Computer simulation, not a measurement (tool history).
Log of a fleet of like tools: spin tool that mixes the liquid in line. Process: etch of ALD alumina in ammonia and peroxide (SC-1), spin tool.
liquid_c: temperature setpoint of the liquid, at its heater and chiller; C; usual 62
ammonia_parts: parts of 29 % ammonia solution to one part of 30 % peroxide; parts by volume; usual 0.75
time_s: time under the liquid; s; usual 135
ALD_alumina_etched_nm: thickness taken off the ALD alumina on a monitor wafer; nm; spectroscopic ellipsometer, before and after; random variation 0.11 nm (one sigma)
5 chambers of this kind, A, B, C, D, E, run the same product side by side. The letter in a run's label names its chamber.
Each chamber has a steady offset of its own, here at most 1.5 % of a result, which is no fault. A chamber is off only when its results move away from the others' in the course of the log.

run    day  liquid_c  ammonia_parts  time_s  read-back film thickness of the ALD alumina reference wafer, read on the same gauge (nm)  ALD_alumina_etched_nm
 1A  0.242        62           0.75     135                                                                                    49.994                 23.133
 2C  0.408        62           0.75     135                                                                                    49.985                 23.048
 3D  0.571        62           0.75     135                                                                                    50.006                 23.097
 4E  0.838        62           0.75     135                                                                                    50.015                 23.617
     0.846  -- chamber D: ammonia flow meter replaced
 5B  1.071        62           0.75     135                                                                                    49.985                 22.873
 6A  1.267        59           0.75     175                                                                                    50.018                 25.698
 7B  1.433        59           0.75     175                                                                                    50.001                 25.477
 8E  1.729        59           0.75     175                                                                                    50.021                 25.942
 9C  1.929        59           0.75     175                                                                                    49.991                 25.598
10D  2.154        59           0.75     175                                                                                    50.013                 25.678
11C  2.317        62           0.75     135                                                                                    50.014                 23.122
12B  2.608        62           0.75     135                                                                                    50.015                 23.034
13E  2.754        62           0.75     135                                                                                    50.007                  23.34
14A  2.925      58.5            1.1     135                                                                                    49.995                 19.907
15D  3.062      58.5            1.1     135                                                                                    49.996                 20.128
16B  3.283      58.5            1.1     135                                                                                    50.005                 20.054
17A  3.508      58.5            1.1     135                                                                                    50.015                 20.022
     3.588  -- chamber D: new drum of ammonia solution connected
18C  3.696      58.5            1.1     135                                                                                    49.991                 19.876
19E  3.979        62           0.75     135                                                                                    49.999                 23.627
20D  4.208        62           0.75     135                                                                                    49.993                 23.266
21A  4.483        62           0.75     135                                                                                    50.002                 23.081
22E  4.696        62           0.75     135                                                                                    49.996                  23.41
23B  4.867        62           0.75     135                                                                                    49.997                 22.918
     5.025  -- chamber B: ammonia flow meter replaced
24D  5.108        70           0.75     135                                                                                    50.002                 34.551
25C  5.304        70           0.75     135                                                                                    50.009                 34.147
26D  5.571        70           0.75     135                                                                                    50.007                 34.929
27C  5.854        70           0.75     135                                                                                    50.008                 33.951
28A  6.129        70           0.75     135                                                                                    49.982                 34.725
29E    6.4        62            0.6      60                                                                                    49.992                 10.231
30B  6.538        62            0.6      60                                                                                    49.976                 10.005
31C  6.733        62            0.6      60                                                                                    50.007                 9.8538
32E  7.021        62            0.6      60                                                                                    50.023                 10.201
33A  7.183        62            0.6      60                                                                                    50.006                 10.176
34B   7.45        62           0.75     135                                                                                    49.974                 23.032
35D    7.7        62           0.75     135                                                                                    49.989                 23.096
36D  7.983        62           0.75     135                                                                                    50.014                 23.178
37C  8.117        62           0.75     135                                                                                    49.997                 22.278
38B  8.258        68           0.75     135                                                                                    49.994                 30.984
39A  8.467        68           0.75     135                                                                                    49.989                 31.437
40E    8.7        68           0.75     135                                                                                    49.991                 31.551
41B  8.838        68           0.75     135                                                                                    50.003                 30.999
42C  9.029        68           0.75     135                                                                                    50.008                 29.884
43D  9.192        62           0.75     135                                                                                    50.008                 23.167

All 5 chambers run these settings next. Forecast each chamber's results:
44A  9.408        58           0.75     135                                                                                                                ?
44B  9.408        58           0.75     135                                                                                                                ?
44C  9.408        58           0.75     135                                                                                                                ?
44D  9.408        58           0.75     135                                                                                                                ?
44E  9.408        58           0.75     135                                                                                                                ?

run  ALD_alumina_etched_nm
44A                 18.983
44B                 18.697
44C                 17.871
44D                 18.861
44E                 18.953

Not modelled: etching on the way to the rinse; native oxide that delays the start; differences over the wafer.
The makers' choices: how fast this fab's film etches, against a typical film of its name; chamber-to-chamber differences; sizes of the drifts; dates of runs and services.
